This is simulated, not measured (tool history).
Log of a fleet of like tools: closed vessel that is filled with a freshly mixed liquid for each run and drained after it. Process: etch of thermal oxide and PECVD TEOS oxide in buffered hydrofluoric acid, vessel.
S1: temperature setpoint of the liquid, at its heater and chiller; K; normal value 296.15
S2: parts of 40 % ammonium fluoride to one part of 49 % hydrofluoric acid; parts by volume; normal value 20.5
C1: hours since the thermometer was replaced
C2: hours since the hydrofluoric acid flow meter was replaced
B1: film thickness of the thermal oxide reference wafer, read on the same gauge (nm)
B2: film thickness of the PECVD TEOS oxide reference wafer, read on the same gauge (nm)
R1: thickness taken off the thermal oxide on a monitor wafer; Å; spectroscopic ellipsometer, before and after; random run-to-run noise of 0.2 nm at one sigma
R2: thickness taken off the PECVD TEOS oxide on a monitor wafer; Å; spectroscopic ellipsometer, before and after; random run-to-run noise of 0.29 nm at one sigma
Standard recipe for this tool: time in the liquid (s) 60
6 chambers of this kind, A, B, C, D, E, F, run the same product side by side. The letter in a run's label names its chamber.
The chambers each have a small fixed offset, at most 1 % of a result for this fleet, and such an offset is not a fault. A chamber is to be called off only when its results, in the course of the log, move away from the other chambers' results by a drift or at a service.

run 1B day=0.412 | S1=296.15 S2=20.5 time_in_the_liquid_(s)=60 | C1=1667.0 C2=164.6 | B1=140.01 B2=70.004 | R1=309.69 R2=777.97
run 2A day=0.958 | S1=296.15 S2=20.5 time_in_the_liquid_(s)=60 | C1=398.8 C2=224.5 | B1=140.00 B2=69.983 | R1=310.44 R2=780.60
run 3D day=1.225 | S1=296.15 S2=20.5 time_in_the_liquid_(s)=60 | C1=513.9 C2=854.1 | B1=140.02 B2=69.982 | R1=311.38 R2=781.71
run 4E day=1.738 | S1=296.15 S2=20.5 time_in_the_liquid_(s)=60 | C1=195.2 C2=283.9 | B1=140.02 B2=69.979 | R1=305.94 R2=781.89
run 5C day=2.100 | S1=296.15 S2=20.5 time_in_the_liquid_(s)=60 | C1=418.9 C2=1419.1 | B1=140.02 B2=70.014 | R1=308.91 R2=781.82
run 6F day=2.571 | S1=293.65 S2=20.5 time_in_the_liquid_(s)=60 | C1=2042.7 C2=544.8 | B1=139.99 B2=70.002 | R1=266.77 R2=681.99
run 7E day=2.858 | S1=293.65 S2=20.5 time_in_the_liquid_(s)=60 | C1=222.1 C2=310.8 | B1=139.99 B2=70.001 | R1=268.38 R2=673.96
run 8A day=3.396 | S1=293.65 S2=20.5 time_in_the_liquid_(s)=60 | C1=457.3 C2=283.0 | B1=140.02 B2=70.024 | R1=271.42 R2=678.62
-- day=3.658 chamber C: hydrofluoric acid flow meter replaced
run 9D day=3.862 | S1=293.65 S2=20.5 time_in_the_liquid_(s)=60 | C1=577.2 C2=917.4 | B1=140.01 B2=70.032 | R1=268.69 R2=675.27
run 10F day=4.396 | S1=293.65 S2=20.5 time_in_the_liquid_(s)=60 | C1=2086.5 C2=588.6 | B1=140.03 B2=69.987 | R1=269.28 R2=687.54
run 11B day=4.846 | S1=293.65 S2=20.5 time_in_the_liquid_(s)=60 | C1=1773.4 C2=271.0 | B1=140.03 B2=69.978 | R1=273.62 R2=678.58
run 12C day=5.200 | S1=296.15 S2=20.5 time_in_the_liquid_(s)=60 | C1=493.3 C2=37.1 | B1=140.02 B2=69.999 | R1=310.68 R2=779.58
run 13B day=5.554 | S1=296.15 S2=20.5 time_in_the_liquid_(s)=60 | C1=1790.4 C2=288.0 | B1=139.99 B2=69.983 | R1=315.23 R2=778.48
run 14C day=5.912 | S1=296.15 S2=20.5 time_in_the_liquid_(s)=60 | C1=510.4 C2=54.2 | B1=140.01 B2=70.006 | R1=306.14 R2=778.71
run 15D day=6.338 | S1=296.15 S2=20.5 time_in_the_liquid_(s)=60 | C1=636.6 C2=976.8 | B1=140.00 B2=69.997 | R1=313.73 R2=780.47
run 16A day=6.875 | S1=296.15 S2=20.5 time_in_the_liquid_(s)=60 | C1=540.8 C2=366.5 | B1=140.01 B2=70.009 | R1=309.05 R2=779.53
run 17F day=7.317 | S1=296.15 S2=20.5 time_in_the_liquid_(s)=60 | C1=2156.6 C2=658.7 | B1=140.02 B2=69.992 | R1=309.80 R2=782.21
run 18E day=7.692 | S1=296.15 S2=20.5 time_in_the_liquid_(s)=60 | C1=338.1 C2=426.8 | B1=140.01 B2=69.995 | R1=306.94 R2=780.65
run 19F day=8.233 | S1=296.15 S2=20.5 time_in_the_liquid_(s)=60 | C1=2178.6 C2=680.7 | B1=140.00 B2=69.989 | R1=306.05 R2=782.99
run 20B day=8.504 | S1=296.15 S2=20.5 time_in_the_liquid_(s)=60 | C1=1861.2 C2=358.8 | B1=139.99 B2=70.009 | R1=312.39 R2=774.20
run 21C day=8.838 | S1=296.15 S2=20.5 time_in_the_liquid_(s)=60 | C1=580.6 C2=124.4 | B1=140.01 B2=69.999 | R1=307.82 R2=779.82
run 22E day=9.221 | S1=296.15 S2=20.5 time_in_the_liquid_(s)=60 | C1=374.8 C2=463.5 | B1=139.98 B2=69.998 | R1=305.84 R2=783.05
run 23A day=9.767 | S1=296.15 S2=20.5 time_in_the_liquid_(s)=60 | C1=610.2 C2=435.9 | B1=140.02 B2=69.996 | R1=306.40 R2=784.92
run 24D day=10.279 | S1=296.15 S2=20.5 time_in_the_liquid_(s)=60 | C1=731.2 C2=1071.4 | B1=140.01 B2=69.994 | R1=311.32 R2=775.20
run 25C day=10.617 | S1=298.15 S2=26.5 time_in_the_liquid_(s)=60 | C1=623.3 C2=167.1 | B1=139.99 B2=70.031 | R1=288.06 R2=730.38
run 26A day=11.158 | S1=298.15 S2=26.5 time_in_the_liquid_(s)=60 | C1=643.6 C2=469.3 | B1=140.01 B2=70.021 | R1=290.55 R2=726.83
run 27E day=11.550 | S1=298.15 S2=26.5 time_in_the_liquid_(s)=60 | C1=430.7 C2=519.4 | B1=139.97 B2=70.005 | R1=292.31 R2=730.24
run 28B day=11.792 | S1=298.15 S2=26.5 time_in_the_liquid_(s)=60 | C1=1940.1 C2=437.7 | B1=140.03 B2=69.978 | R1=290.40 R2=722.02
run 29D day=12.246 | S1=298.15 S2=26.5 time_in_the_liquid_(s)=60 | C1=778.4 C2=1118.6 | B1=140.02 B2=70.022 | R1=290.75 R2=726.78
run 30F day=12.588 | S1=298.15 S2=26.5 time_in_the_liquid_(s)=60 | C1=2283.1 C2=785.2 | B1=140.02 B2=70.034 | R1=290.12 R2=737.86
run 31B day=12.875 | S1=296.15 S2=20.5 time_in_the_liquid_(s)=60 | C1=1966.1 C2=463.7 | B1=140.01 B2=70.005 | R1=316.18 R2=773.86
run 32D day=13.192 | S1=296.15 S2=20.5 time_in_the_liquid_(s)=60 | C1=801.1 C2=1141.3 | B1=139.98 B2=69.984 | R1=308.99 R2=778.29
run 33A day=13.546 | S1=296.15 S2=20.5 time_in_the_liquid_(s)=60 | C1=700.9 C2=526.6 | B1=139.99 B2=69.995 | R1=307.21 R2=786.37
run 34E day=13.817 | S1=296.15 S2=20.5 time_in_the_liquid_(s)=60 | C1=485.1 C2=573.8 | B1=140.02 B2=69.996 | R1=309.32 R2=772.93
run 35F day=14.362 | S1=296.15 S2=20.5 time_in_the_liquid_(s)=60 | C1=2325.7 C2=827.8 | B1=139.98 B2=70.021 | R1=311.15 R2=783.57
run 36C day=14.725 | S1=296.15 S2=20.5 time_in_the_liquid_(s)=60 | C1=721.9 C2=265.7 | B1=139.96 B2=69.979 | R1=312.55 R2=786.71
run 37E day=15.121 | S1=296.15 S2=20.5 time_in_the_liquid_(s)=60 | C1=516.4 C2=605.1 | B1=140.03 B2=70.013 | R1=307.58 R2=776.90
run 38D day=15.612 | S1=296.15 S2=20.5 time_in_the_liquid_(s)=60 | C1=859.2 C2=1199.4 | B1=139.99 B2=70.012 | R1=307.61 R2=777.61
run 39B day=16.146 | S1=296.15 S2=20.5 time_in_the_liquid_(s)=60 | C1=2044.6 C2=542.2 | B1=140.02 B2=70.014 | R1=307.48 R2=777.39
run 40A day=16.425 | S1=296.15 S2=20.5 time_in_the_liquid_(s)=60 | C1=770.0 C2=595.7 | B1=139.99 B2=69.981 | R1=309.27 R2=789.35
run 41C day=16.746 | S1=296.15 S2=20.5 time_in_the_liquid_(s)=60 | C1=770.4 C2=314.2 | B1=139.98 B2=69.996 | R1=307.39 R2=780.74
run 42F day=17.108 | S1=296.15 S2=20.5 time_in_the_liquid_(s)=60 | C1=2391.6 C2=893.7 | B1=140.02 B2=70.002 | R1=308.68 R2=783.69
run 43D day=17.646 | S1=296.15 S2=20.5 time_in_the_liquid_(s)=60 | C1=908.0 C2=1248.2 | B1=140.03 B2=70.009 | R1=314.77 R2=778.18

Is one chamber off against the others, does the gauge drift, or is nothing wrong? If a chamber is off, say which, and what the likeliest cause is.

No chamber is off and the gauge is stable; the differences are just each chamber's small, constant offset.
